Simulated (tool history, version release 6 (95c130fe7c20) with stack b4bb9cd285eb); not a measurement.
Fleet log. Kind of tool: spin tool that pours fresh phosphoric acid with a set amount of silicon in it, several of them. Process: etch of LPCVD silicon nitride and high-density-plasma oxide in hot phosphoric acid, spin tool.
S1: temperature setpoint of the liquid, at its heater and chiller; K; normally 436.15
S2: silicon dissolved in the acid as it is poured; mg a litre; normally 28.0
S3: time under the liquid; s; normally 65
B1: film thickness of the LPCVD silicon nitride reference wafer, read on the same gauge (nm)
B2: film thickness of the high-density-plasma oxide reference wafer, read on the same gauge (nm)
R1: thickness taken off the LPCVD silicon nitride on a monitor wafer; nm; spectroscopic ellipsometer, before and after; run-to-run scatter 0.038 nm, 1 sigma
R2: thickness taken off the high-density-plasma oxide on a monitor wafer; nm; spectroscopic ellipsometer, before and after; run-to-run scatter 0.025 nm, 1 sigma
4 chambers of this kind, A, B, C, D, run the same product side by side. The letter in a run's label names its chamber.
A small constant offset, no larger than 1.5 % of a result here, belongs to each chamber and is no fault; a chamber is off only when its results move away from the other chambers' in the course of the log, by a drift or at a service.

Run 1B, hour 3.4: usual settings; B1 140.02; B2 49.997. Result: R1 6.9899 nm, R2 0.279370 nm.
Run 2A, hour 5.5: usual settings; B1 139.97; B2 49.989. Result: R1 6.9043 nm, R2 0.226960 nm.
Run 3D, hour 9.2: usual settings; B1 139.98; B2 49.995. Result: R1 6.9073 nm, R2 0.223990 nm.
Run 4C, hour 12.5: usual settings; B1 139.98; B2 49.982. Result: R1 6.8787 nm, R2 0.242240 nm.
Run 5D, hour 16.4: usual settings; B1 140.00; B2 49.998. Result: R1 6.9108 nm, R2 0.235950 nm.
Run 6A, hour 18.9: usual settings; B1 140.02; B2 49.983. Result: R1 6.9409 nm, R2 0.225720 nm.
Run 7B, hour 22.7: usual settings; B1 139.97; B2 50.008. Result: R1 7.0454 nm, R2 0.254870 nm.
Run 8C, hour 26.9: usual settings; B1 140.03; B2 49.988. Result: R1 6.8627 nm, R2 0.258710 nm.
Run 9C, hour 29.3: usual settings but S1 434.65 K, S2 43.5 mg a litre; B1 139.99; B2 49.988. Result: R1 6.5394 nm, R2 0.116930 nm.
Run 10B, hour 33.5: usual settings but S1 434.65 K, S2 43.5 mg a litre; B1 140.01; B2 49.986. Result: R1 6.6662 nm, R2 0.099472 nm.
Run 11A, hour 37.0: usual settings but S1 434.65 K, S2 43.5 mg a litre; B1 140.01; B2 49.965. Result: R1 6.6333 nm, R2 0.087048 nm.
Run 12D, hour 39.2: usual settings but S1 434.65 K, S2 43.5 mg a litre; B1 140.02; B2 50.012. Result: R1 6.5805 nm, R2 0.096388 nm.
Run 13B, hour 43.1: usual settings; B1 140.02; B2 50.000. Result: R1 7.0190 nm, R2 0.218450 nm.
Run 14A, hour 46.4: usual settings but S1 438.65 K; B1 140.03; B2 49.985. Result: R1 7.5237 nm, R2 0.265400 nm.
Run 15D, hour 49.5: usual settings but S1 438.65 K; B1 140.01; B2 49.999. Result: R1 7.4623 nm, R2 0.293560 nm.
Run 16C, hour 53.5: usual settings but S1 438.65 K; B1 140.00; B2 50.008. Result: R1 7.5037 nm, R2 0.248860 nm.
Run 17C, hour 57.3: usual settings but S1 438.65 K; B1 140.00; B2 50.004. Result: R1 7.5093 nm, R2 0.294470 nm.
At hour 57.8: chamber C: dissolved silicon flow meter replaced.
Run 18A, hour 60.1: usual settings; B1 140.02; B2 50.018. Result: R1 6.9685 nm, R2 0.251090 nm.
Run 19D, hour 62.8: usual settings; B1 140.01; B2 50.060. Result: R1 6.8970 nm, R2 0.274580 nm.
At hour 65.9: chamber D: dissolved silicon flow meter replaced.
Run 20B, hour 66.4: usual settings; B1 140.00; B2 50.002. Result: R1 7.0536 nm, R2 0.236020 nm.
Run 21C, hour 69.5: usual settings; B1 139.99; B2 50.011. Result: R1 6.9315 nm, R2 0.215680 nm.
Run 22A, hour 73.8: usual settings; B1 139.96; B2 50.020. Result: R1 6.9539 nm, R2 0.232800 nm.
Run 23B, hour 77.0: usual settings; B1 139.98; B2 49.980. Result: R1 7.0264 nm, R2 0.244230 nm.
Run 24D, hour 79.7: usual settings; B1 140.00; B2 49.987. Result: R1 6.9240 nm, R2 0.275830 nm.

Has any chamber moved away from the others, gradually or after a service, or does the common gauge drift, or do the chambers differ only by their own small steady offsets? State the chamber and the most likely cause if one applies.

No chamber is off and the gauge is stable; the differences are just each chamber's small, constant offset.
